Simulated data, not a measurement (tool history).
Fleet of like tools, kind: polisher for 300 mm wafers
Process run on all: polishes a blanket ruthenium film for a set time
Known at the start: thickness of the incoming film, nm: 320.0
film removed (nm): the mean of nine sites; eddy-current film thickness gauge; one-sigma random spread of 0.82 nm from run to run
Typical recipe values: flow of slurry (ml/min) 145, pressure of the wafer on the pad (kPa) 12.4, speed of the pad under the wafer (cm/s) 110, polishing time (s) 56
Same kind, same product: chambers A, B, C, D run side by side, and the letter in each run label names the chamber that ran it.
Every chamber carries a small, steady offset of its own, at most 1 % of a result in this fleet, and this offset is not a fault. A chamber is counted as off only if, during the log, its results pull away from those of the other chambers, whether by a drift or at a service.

run,day,flow of slurry (ml/min),pressure of the wafer on the pad (kPa),speed of the pad under the wafer (cm/s),polishing time (s),film removed (nm)
1C,0.408,145,12.4,110,56,66.724
2D,0.746,145,12.4,110,56,67.602
3B,1.088,145,12.4,110,56,67.782
4A,1.533,145,12.4,110,56,67.718
# day 1.788: chamber C: worn pad replaced by a new one
5D,1.996,145,12.4,110,56,65.913
6C,2.45,145,12.4,110,56,68.166
7A,2.854,145,12.4,122,40,53.473
8B,3.283,145,12.4,122,40,53.018
# day 3.621: chamber B: worn pad replaced by a new one
9D,3.721,145,12.4,122,40,54.826
# day 4.096: chamber B: head pressure recalibrated
# day 4.104: chamber D: worn pad replaced by a new one
10B,4.175,145,12.4,122,40,53.556
# day 4.567: chamber D: slurry nozzle cleaned
# day 4.583: chamber A: worn pad replaced by a new one
11A,4.588,145,12.4,110,56,67.395
12C,4.833,145,12.4,110,56,68.048
13D,5.162,145,12.4,110,56,66.297
# day 5.375: chamber B: slurry nozzle cleaned
14A,5.438,145,12.4,110,56,66.373
15C,5.921,145,12.4,110,56,69.783
16B,6.312,145,12.4,110,56,67.574
17A,6.696,145,12.4,110,56,67.001
18B,7.042,145,12.4,110,56,68.111
# day 7.308: chamber C: worn pad replaced by a new one
19C,7.367,145,12.4,110,56,67.494
20D,7.754,145,12.4,110,56,66.843
# day 7.896: chamber C: slurry nozzle cleaned
21A,8.171,145,12.4,110,56,68.06
22B,8.508,145,12.4,110,56,69.709
23C,8.729,145,12.4,142,44,69.764
24D,9.025,145,12.4,142,44,68.692
25C,9.321,145,12.4,142,44,70.338
# day 9.475: chamber A: worn pad replaced by a new one
26D,9.721,145,12.4,142,44,69.04
27A,10.146,145,12.4,110,56,67.284
# day 10.162: chamber B: worn pad replaced by a new one
28B,10.554,145,12.4,110,56,67.84
29D,10.833,145,12.4,110,56,67.457

What goes on in this fleet: one chamber off, a drifting gauge, or nothing beyond the chambers' own small offsets? Name the chamber and the cause, if any.

Nothing is wrong: each chamber keeps only its own small, steady offset and the gauge holds still.

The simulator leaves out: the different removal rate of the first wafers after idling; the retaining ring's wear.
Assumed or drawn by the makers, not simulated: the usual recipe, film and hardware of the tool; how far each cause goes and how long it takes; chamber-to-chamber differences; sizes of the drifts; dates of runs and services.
